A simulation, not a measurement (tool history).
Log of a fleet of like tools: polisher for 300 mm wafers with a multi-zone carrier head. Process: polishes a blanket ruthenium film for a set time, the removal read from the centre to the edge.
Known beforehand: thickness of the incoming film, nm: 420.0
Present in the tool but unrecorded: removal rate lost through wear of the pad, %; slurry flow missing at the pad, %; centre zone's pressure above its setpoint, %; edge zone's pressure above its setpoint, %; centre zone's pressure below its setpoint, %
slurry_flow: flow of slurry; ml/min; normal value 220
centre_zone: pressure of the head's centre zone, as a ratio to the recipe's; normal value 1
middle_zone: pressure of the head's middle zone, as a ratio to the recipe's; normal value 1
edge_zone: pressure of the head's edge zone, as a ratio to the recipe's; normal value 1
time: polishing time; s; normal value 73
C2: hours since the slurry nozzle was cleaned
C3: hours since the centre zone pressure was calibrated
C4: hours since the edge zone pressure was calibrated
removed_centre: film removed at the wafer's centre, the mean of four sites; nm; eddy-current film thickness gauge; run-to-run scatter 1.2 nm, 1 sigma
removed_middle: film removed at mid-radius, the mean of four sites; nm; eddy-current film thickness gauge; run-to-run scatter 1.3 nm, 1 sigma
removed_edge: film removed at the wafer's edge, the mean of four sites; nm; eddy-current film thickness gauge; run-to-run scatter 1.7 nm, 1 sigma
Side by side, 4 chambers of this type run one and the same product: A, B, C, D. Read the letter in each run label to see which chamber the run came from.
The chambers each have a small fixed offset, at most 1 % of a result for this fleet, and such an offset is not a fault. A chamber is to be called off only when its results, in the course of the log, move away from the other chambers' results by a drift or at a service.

Run 1D, hour 3.6: usual settings; wafers polished on this pad 140; C2 177; C3 366.5; C4 898.8. Result: removed_centre 115.52 nm, removed_middle 114.4 nm, removed_edge 113.2 nm.
Run 2C, hour 7.8: usual settings; wafers polished on this pad 520; C2 442.6; C3 17.4; C4 215.3. Result: removed_centre 113.9 nm, removed_middle 113.64 nm, removed_edge 116.13 nm.
Run 3B, hour 13.3: usual settings; wafers polished on this pad 216; C2 467.5; C3 745.1; C4 209.2. Result: removed_centre 114.5 nm, removed_middle 114.19 nm, removed_edge 115.03 nm.
Run 4A, hour 18.2: usual settings; wafers polished on this pad 635; C2 152.6; C3 390.8; C4 562. Result: removed_centre 113.97 nm, removed_middle 114.95 nm, removed_edge 112.13 nm.
Run 5B, hour 22.2: usual settings; wafers polished on this pad 266; C2 476.4; C3 754; C4 218.1. Result: removed_centre 113.06 nm, removed_middle 114.4 nm, removed_edge 113.36 nm.
At hour 23.4: chamber C: worn pad replaced by a new one.
Run 6A, hour 25.3: usual settings; wafers polished on this pad 675; C2 159.7; C3 397.9; C4 569.1. Result: removed_centre 113.44 nm, removed_middle 115.43 nm, removed_edge 114.61 nm.
Run 7D, hour 28.9: usual settings but centre_zone 0.94, middle_zone 0.9; wafers polished on this pad 280; C2 202.3; C3 391.8; C4 924.1. Result: removed_centre 106.95 nm, removed_middle 104.68 nm, removed_edge 112.33 nm.
Run 8C, hour 34: usual settings but centre_zone 0.94, middle_zone 0.9; wafers polished on this pad 59; C2 468.8; C3 43.6; C4 241.5. Result: removed_centre 105.6 nm, removed_middle 104.59 nm, removed_edge 115.55 nm.
Run 9C, hour 37.6: usual settings but centre_zone 0.94, middle_zone 0.9; wafers polished on this pad 79; C2 472.4; C3 47.2; C4 245.1. Result: removed_centre 106.93 nm, removed_middle 103.06 nm, removed_edge 115.34 nm.
At hour 42.2: chamber A: worn pad replaced by a new one.
Run 10B, hour 43: usual settings but centre_zone 0.94, middle_zone 0.9; wafers polished on this pad 381; C2 497.2; C3 774.8; C4 238.9. Result: removed_centre 105.05 nm, removed_middle 104.06 nm, removed_edge 114.62 nm.
Run 11D, hour 46.6: usual settings; wafers polished on this pad 379; C2 220; C3 409.5; C4 941.8. Result: removed_centre 113.69 nm, removed_middle 115.09 nm, removed_edge 118.68 nm.
Run 12A, hour 50: usual settings; wafers polished on this pad 43; C2 184.4; C3 422.6; C4 593.8. Result: removed_centre 114.43 nm, removed_middle 115.31 nm, removed_edge 116.03 nm.
Run 13C, hour 53.2: usual settings; wafers polished on this pad 166; C2 488; C3 62.8; C4 260.7. Result: removed_centre 114.13 nm, removed_middle 113.7 nm, removed_edge 115.02 nm.
At hour 54.5: chamber B: slurry nozzle cleaned.
At hour 56.1: chamber D: centre zone pressure recalibrated.
Run 14A, hour 57.3: usual settings but slurry_flow 185 ml/min, edge_zone 1.04; wafers polished on this pad 84; C2 191.7; C3 429.9; C4 601.1. Result: removed_centre 110.5 nm, removed_middle 113.03 nm, removed_edge 115.28 nm.
Run 15D, hour 60.9: usual settings but slurry_flow 185 ml/min, edge_zone 1.04; wafers polished on this pad 459; C2 234.3; C3 4.9; C4 956.1. Result: removed_centre 95.897 nm, removed_middle 111.18 nm, removed_edge 114.81 nm.
Run 16B, hour 64.3: usual settings but slurry_flow 185 ml/min, edge_zone 1.04; wafers polished on this pad 500; C2 9.8; C3 796.1; C4 260.2. Result: removed_centre 110.74 nm, removed_middle 112.74 nm, removed_edge 112.57 nm.
Run 17B, hour 68.3: usual settings but slurry_flow 185 ml/min, edge_zone 1.04; wafers polished on this pad 522; C2 13.8; C3 800.1; C4 264.2. Result: removed_centre 112.41 nm, removed_middle 112.23 nm, removed_edge 114.83 nm.
Run 18C, hour 72.7: usual settings; wafers polished on this pad 274; C2 507.5; C3 82.3; C4 280.2. Result: removed_centre 114.29 nm, removed_middle 115.21 nm, removed_edge 116.48 nm.
Run 19A, hour 77.5: usual settings; wafers polished on this pad 197; C2 211.9; C3 450.1; C4 621.3. Result: removed_centre 116.69 nm, removed_middle 114.95 nm, removed_edge 118.44 nm.
Run 20D, hour 80.5: usual settings; wafers polished on this pad 568; C2 253.9; C3 24.5; C4 975.7. Result: removed_centre 102.02 nm, removed_middle 114.4 nm, removed_edge 112.18 nm.
Run 21A, hour 83.1: usual settings; wafers polished on this pad 228; C2 217.5; C3 455.7; C4 626.9. Result: removed_centre 115.46 nm, removed_middle 114.45 nm, removed_edge 113.16 nm.
At hour 86.9: chamber B: edge zone pressure recalibrated.
At hour 87.2: chamber A: slurry nozzle cleaned.
Run 22B, hour 87.5: usual settings; wafers polished on this pad 629; C2 33; C3 819.3; C4 0.6. Result: removed_centre 113.13 nm, removed_middle 111.97 nm, removed_edge 109.12 nm.
Run 23D, hour 90.5: usual settings; wafers polished on this pad 623; C2 263.9; C3 34.5; C4 985.7. Result: removed_centre 99.66 nm, removed_middle 114.11 nm, removed_edge 114.04 nm.
Run 24C, hour 93: usual settings; wafers polished on this pad 387; C2 527.8; C3 102.6; C4 300.5. Result: removed_centre 113.87 nm, removed_middle 114.23 nm, removed_edge 112.91 nm.
At hour 94.3: chamber C: slurry nozzle cleaned.
Run 25C, hour 96.7: usual settings; wafers polished on this pad 408; C2 2.5; C3 106.3; C4 304.2. Result: removed_centre 113.38 nm, removed_middle 115.95 nm, removed_edge 115.29 nm.
Run 26D, hour 101.3: usual settings; wafers polished on this pad 684; C2 274.7; C3 45.3; C4 996.5. Result: removed_centre 98.693 nm, removed_middle 114.39 nm, removed_edge 115.66 nm.
Run 27B, hour 103.9: usual settings; wafers polished on this pad 721; C2 49.4; C3 835.7; C4 17. Result: removed_centre 112.13 nm, removed_middle 112.91 nm, removed_edge 115.64 nm.
At hour 104.1: chamber D: worn pad replaced by a new one.
Run 28A, hour 107.5: usual settings; wafers polished on this pad 364; C2 20.3; C3 480.1; C4 651.3. Result: removed_centre 112.59 nm, removed_middle 117.99 nm, removed_edge 117.04 nm.
Run 29C, hour 112.7: usual settings but slurry_flow 150 ml/min, edge_zone 0.96; wafers polished on this pad 497; C2 18.5; C3 122.3; C4 320.2. Result: removed_centre 105.95 nm, removed_middle 106.37 nm, removed_edge 108.85 nm.
Run 30D, hour 115.8: usual settings but slurry_flow 150 ml/min, edge_zone 0.96; wafers polished on this pad 65; C2 289.2; C3 59.8; C4 1011. Result: removed_centre 94.262 nm, removed_middle 106.85 nm, removed_edge 109.04 nm.
Run 31A, hour 120.7: usual settings but slurry_flow 150 ml/min, edge_zone 0.96; wafers polished on this pad 437; C2 33.5; C3 493.3; C4 664.5. Result: removed_centre 107.51 nm, removed_middle 108.41 nm, removed_edge 108.13 nm.
Run 32B, hour 124.2: usual settings but slurry_flow 150 ml/min, edge_zone 0.96; wafers polished on this pad 834; C2 69.7; C3 856; C4 37.3. Result: removed_centre 105.97 nm, removed_middle 106.78 nm, removed_edge 106.92 nm.
At hour 126.4: chamber C: worn pad replaced by a new one.
Run 33C, hour 128.6: usual settings; wafers polished on this pad 12; C2 34.4; C3 138.2; C4 336.1. Result: removed_centre 116.5 nm, removed_middle 112.64 nm, removed_edge 114.39 nm.
Run 34B, hour 133.8: usual settings; wafers polished on this pad 887; C2 79.3; C3 865.6; C4 46.9. Result: removed_centre 114.7 nm, removed_middle 114.73 nm, removed_edge 115.24 nm.
Run 35D, hour 138.4: usual settings; wafers polished on this pad 191; C2 311.8; C3 82.4; C4 1033.6. Result: removed_centre 99.226 nm, removed_middle 114.88 nm, removed_edge 114.51 nm.
Run 36A, hour 142.4: usual settings but middle_zone 1.07, edge_zone 0.95; wafers polished on this pad 558; C2 55.2; C3 515; C4 686.2. Result: removed_centre 114.5 nm, removed_middle 121.19 nm, removed_edge 111.08 nm.
Run 37B, hour 147.5: usual settings but middle_zone 1.07, edge_zone 0.95; wafers polished on this pad 963; C2 93; C3 879.3; C4 60.6. Result: removed_centre 114.43 nm, removed_middle 119.39 nm, removed_edge 107.97 nm.
Run 38A, hour 152.7: usual settings but middle_zone 1.07, edge_zone 0.95; wafers polished on this pad 615; C2 65.5; C3 525.3; C4 696.5. Result: removed_centre 116.35 nm, removed_middle 122.14 nm, removed_edge 109.39 nm.

For the next run the whole fleet of 4 chambers uses the same settings. Give each chamber's results:
Run 39A, hour 156.6: usual settings. Result: removed_centre ?, removed_middle ?, removed_edge ?.
Run 39B, hour 156.6: usual settings. Result: removed_centre ?, removed_middle ?, removed_edge ?.
Run 39C, hour 156.6: usual settings. Result: removed_centre ?, removed_middle ?, removed_edge ?.
Run 39D, hour 156.6: usual settings. Result: removed_centre ?, removed_middle ?, removed_edge ?.

run  removed_centre  removed_middle  removed_edge
39A          111.21          114.43        116.23
39B          112.26          114.85        112.72
39C          114.27          115.68        117.06
39D          97.843          114.41        112.35
